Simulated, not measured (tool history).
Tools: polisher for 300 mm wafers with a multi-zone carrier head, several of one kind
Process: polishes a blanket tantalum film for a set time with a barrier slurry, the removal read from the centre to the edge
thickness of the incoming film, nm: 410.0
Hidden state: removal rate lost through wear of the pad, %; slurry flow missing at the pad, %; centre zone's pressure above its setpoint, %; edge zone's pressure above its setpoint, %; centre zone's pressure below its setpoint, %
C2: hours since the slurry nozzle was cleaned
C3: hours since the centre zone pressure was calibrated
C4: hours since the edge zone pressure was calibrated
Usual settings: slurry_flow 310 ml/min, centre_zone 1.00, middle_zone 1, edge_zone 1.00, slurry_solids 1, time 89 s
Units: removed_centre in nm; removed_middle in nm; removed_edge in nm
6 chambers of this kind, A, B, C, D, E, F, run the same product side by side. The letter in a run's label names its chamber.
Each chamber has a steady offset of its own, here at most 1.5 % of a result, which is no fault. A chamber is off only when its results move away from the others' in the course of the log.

Run 1E, hour 6.4: usual settings; wafers polished on this pad 710; C2 457.9; C3 644.6; C4 338.3. Result: removed_centre 134.690 nm, removed_middle 136.91 nm, removed_edge 133.77 nm.
At hour 9.1: chamber C: worn pad replaced by a new one.
At hour 11.9: chamber E: worn pad replaced by a new one.
At hour 13.1: chamber B: slurry nozzle cleaned.
Run 2D, hour 13.6: usual settings; wafers polished on this pad 373; C2 198.3; C3 174.7; C4 453.0. Result: removed_centre 137.020 nm, removed_middle 138.21 nm, removed_edge 136.89 nm.
Run 3A, hour 20.8: usual settings; wafers polished on this pad 369; C2 344.6; C3 245.3; C4 50.4. Result: removed_centre 135.000 nm, removed_middle 135.14 nm, removed_edge 134.04 nm.
Run 4F, hour 31.3: usual settings; wafers polished on this pad 785; C2 271.3; C3 211.3; C4 291.6. Result: removed_centre 136.290 nm, removed_middle 136.14 nm, removed_edge 137.62 nm.
Run 5C, hour 39.5: usual settings; wafers polished on this pad 356; C2 251.4; C3 45.3; C4 539.7. Result: removed_centre 135.070 nm, removed_middle 134.79 nm, removed_edge 137.11 nm.
Run 6B, hour 48.7: usual settings; wafers polished on this pad 942; C2 35.6; C3 470.8; C4 315.9. Result: removed_centre 132.410 nm, removed_middle 133.93 nm, removed_edge 136.38 nm.
At hour 50.3: chamber F: worn pad replaced by a new one.
At hour 53.3: chamber A: worn pad replaced by a new one.
At hour 56.7: chamber C: slurry nozzle cleaned.
Run 7F, hour 58.2: usual settings; wafers polished on this pad 93; C2 298.2; C3 238.2; C4 318.5. Result: removed_centre 136.040 nm, removed_middle 131.81 nm, removed_edge 135.68 nm.
At hour 64.1: chamber B: worn pad replaced by a new one.
Run 8C, hour 65.9: usual settings; wafers polished on this pad 665; C2 9.3; C3 71.7; C4 566.1. Result: removed_centre 136.000 nm, removed_middle 135.60 nm, removed_edge 136.44 nm.
At hour 69.7: chamber E: worn pad replaced by a new one.
Run 9D, hour 71.1: usual settings; wafers polished on this pad 1046; C2 255.8; C3 232.2; C4 510.5. Result: removed_centre 137.110 nm, removed_middle 137.59 nm, removed_edge 134.84 nm.
Run 10A, hour 77.7: usual settings; wafers polished on this pad 286; C2 401.5; C3 302.2; C4 107.3. Result: removed_centre 137.030 nm, removed_middle 138.01 nm, removed_edge 136.96 nm.
Run 11E, hour 82.6: usual settings; wafers polished on this pad 151; C2 534.1; C3 720.8; C4 414.5. Result: removed_centre 134.490 nm, removed_middle 136.00 nm, removed_edge 136.79 nm.
At hour 87.0: chamber D: worn pad replaced by a new one.
Run 12B, hour 90.0: usual settings; wafers polished on this pad 303; C2 76.9; C3 512.1; C4 357.2. Result: removed_centre 132.710 nm, removed_middle 135.39 nm, removed_edge 135.32 nm.
At hour 92.1: chamber C: worn pad replaced by a new one.
Run 13C, hour 97.1: usual settings; wafers polished on this pad 58; C2 40.5; C3 102.9; C4 597.3. Result: removed_centre 136.910 nm, removed_middle 134.74 nm, removed_edge 139.31 nm.
At hour 105.2: chamber B: edge zone pressure recalibrated.
Run 14E, hour 105.8: usual settings; wafers polished on this pad 423; C2 557.3; C3 744.0; C4 437.7. Result: removed_centre 135.500 nm, removed_middle 136.43 nm, removed_edge 135.97 nm.
At hour 113.0: chamber A: worn pad replaced by a new one.
Run 15D, hour 113.9: usual settings; wafers polished on this pad 314; C2 298.6; C3 275.0; C4 553.3. Result: removed_centre 135.970 nm, removed_middle 136.27 nm, removed_edge 137.39 nm.
Run 16A, hour 118.9: usual settings; wafers polished on this pad 70; C2 442.7; C3 343.4; C4 148.5. Result: removed_centre 133.080 nm, removed_middle 135.95 nm, removed_edge 135.69 nm.
Run 17F, hour 127.7: usual settings; wafers polished on this pad 906; C2 367.7; C3 307.7; C4 388.0. Result: removed_centre 132.170 nm, removed_middle 136.97 nm, removed_edge 138.17 nm.
At hour 129.5: chamber F: worn pad replaced by a new one.
Run 18B, hour 133.5: usual settings; wafers polished on this pad 812; C2 120.4; C3 555.6; C4 28.3. Result: removed_centre 132.280 nm, removed_middle 134.71 nm, removed_edge 134.56 nm.
Run 19C, hour 141.6: usual settings but centre_zone 0.96, time 70 s; wafers polished on this pad 579; C2 85.0; C3 147.4; C4 641.8. Result: removed_centre 101.000 nm, removed_middle 109.12 nm, removed_edge 109.04 nm.
At hour 143.2: chamber E: worn pad replaced by a new one.
Run 20F, hour 152.2: usual settings but centre_zone 0.96, time 70 s; wafers polished on this pad 266; C2 392.2; C3 332.2; C4 412.5. Result: removed_centre 98.845 nm, removed_middle 107.63 nm, removed_edge 107.90 nm.
Run 21A, hour 162.5: usual settings but centre_zone 0.96, time 70 s; wafers polished on this pad 580; C2 486.3; C3 387.0; C4 192.1. Result: removed_centre 99.237 nm, removed_middle 102.52 nm, removed_edge 105.77 nm.
At hour 170.9: chamber C: worn pad replaced by a new one.
Run 22B, hour 172.7: usual settings but centre_zone 0.96, time 70 s; wafers polished on this pad 1271; C2 159.6; C3 594.8; C4 67.5. Result: removed_centre 100.960 nm, removed_middle 104.44 nm, removed_edge 108.33 nm.
At hour 176.5: chamber F: centre zone pressure recalibrated.
At hour 177.1: chamber A: worn pad replaced by a new one.
At hour 179.3: chamber B: worn pad replaced by a new one.
Run 23D, hour 182.2: usual settings but centre_zone 0.96, time 70 s; wafers polished on this pad 1113; C2 366.9; C3 343.3; C4 621.6. Result: removed_centre 103.620 nm, removed_middle 108.28 nm, removed_edge 107.17 nm.
Run 24E, hour 191.1: usual settings but centre_zone 0.96, time 70 s; wafers polished on this pad 560; C2 642.6; C3 829.3; C4 523.0. Result: removed_centre 101.370 nm, removed_middle 107.38 nm, removed_edge 106.25 nm.
Run 25E, hour 197.3: usual settings; wafers polished on this pad 633; C2 648.8; C3 835.5; C4 529.2. Result: removed_centre 135.530 nm, removed_middle 135.75 nm, removed_edge 137.43 nm.
At hour 200.9: chamber F: worn pad replaced by a new one.
At hour 203.2: chamber D: worn pad replaced by a new one.
Run 26D, hour 207.4: usual settings; wafers polished on this pad 49; C2 392.1; C3 368.5; C4 646.8. Result: removed_centre 136.780 nm, removed_middle 136.20 nm, removed_edge 137.86 nm.
At hour 207.8: chamber E: worn pad replaced by a new one.
Run 27F, hour 213.4: usual settings; wafers polished on this pad 146; C2 453.4; C3 37.0; C4 473.7. Result: removed_centre 136.580 nm, removed_middle 139.24 nm, removed_edge 139.26 nm.
Run 28A, hour 222.3: usual settings; wafers polished on this pad 529; C2 546.1; C3 446.8; C4 251.9. Result: removed_centre 134.120 nm, removed_middle 130.81 nm, removed_edge 133.99 nm.
Run 29B, hour 229.3: usual settings; wafers polished on this pad 585; C2 216.2; C3 651.4; C4 124.1. Result: removed_centre 136.140 nm, removed_middle 134.59 nm, removed_edge 135.86 nm.
Run 30C, hour 234.1: usual settings; wafers polished on this pad 739; C2 177.5; C3 239.9; C4 734.3. Result: removed_centre 134.270 nm, removed_middle 133.70 nm, removed_edge 136.07 nm.
At hour 237.3: chamber A: worn pad replaced by a new one.
At hour 238.0: chamber B: centre zone pressure recalibrated.
Run 31D, hour 239.2: usual settings; wafers polished on this pad 421; C2 423.9; C3 400.3; C4 678.6. Result: removed_centre 136.630 nm, removed_middle 136.59 nm, removed_edge 138.51 nm.
Run 32E, hour 244.9: usual settings but edge_zone 0.93; wafers polished on this pad 435; C2 696.4; C3 883.1; C4 576.8. Result: removed_centre 136.270 nm, removed_middle 134.70 nm, removed_edge 131.12 nm.
Run 33C, hour 251.5: usual settings but edge_zone 0.93; wafers polished on this pad 943; C2 194.9; C3 257.3; C4 751.7. Result: removed_centre 137.360 nm, removed_middle 134.81 nm, removed_edge 133.06 nm.
At hour 255.1: chamber C: worn pad replaced by a new one.
Run 34A, hour 262.0: usual settings but edge_zone 0.93; wafers polished on this pad 289; C2 585.8; C3 486.5; C4 291.6. Result: removed_centre 134.230 nm, removed_middle 135.04 nm, removed_edge 130.59 nm.
At hour 269.3: chamber B: worn pad replaced by a new one.
Run 35F, hour 271.6: usual settings but edge_zone 0.93; wafers polished on this pad 827; C2 511.6; C3 95.2; C4 531.9. Result: removed_centre 134.740 nm, removed_middle 136.25 nm, removed_edge 131.58 nm.
Run 36B, hour 280.4: usual settings but edge_zone 0.93; wafers polished on this pad 130; C2 267.3; C3 42.4; C4 175.2. Result: removed_centre 132.380 nm, removed_middle 134.19 nm, removed_edge 130.51 nm.
Run 37C, hour 287.6: usual settings but edge_zone 0.93; wafers polished on this pad 380; C2 231.0; C3 293.4; C4 787.8. Result: removed_centre 133.400 nm, removed_middle 136.59 nm, removed_edge 132.78 nm.

All 6 chambers run these settings next. Forecast each chamber's results:
Run 38A, hour 295.4: usual settings but slurry_flow 415 ml/min. Result: removed_centre ?, removed_middle ?, removed_edge ?.
Run 38B, hour 295.4: usual settings but slurry_flow 415 ml/min. Result: removed_centre ?, removed_middle ?, removed_edge ?.
Run 38C, hour 295.4: usual settings but slurry_flow 415 ml/min. Result: removed_centre ?, removed_middle ?, removed_edge ?.
Run 38D, hour 295.4: usual settings but slurry_flow 415 ml/min. Result: removed_centre ?, removed_middle ?, removed_edge ?.
Run 38E, hour 295.4: usual settings but slurry_flow 415 ml/min. Result: removed_centre ?, removed_middle ?, removed_edge ?.
Run 38F, hour 295.4: usual settings but slurry_flow 415 ml/min. Result: removed_centre ?, removed_middle ?, removed_edge ?.

run  removed_centre  removed_middle  removed_edge
38A         137.590          137.72        137.72
38B         135.660          135.66        138.10
38C         135.150          138.48        139.26
38D         141.010          139.09        140.57
38E         139.060          138.52        139.17
38F         138.280          140.78        138.88
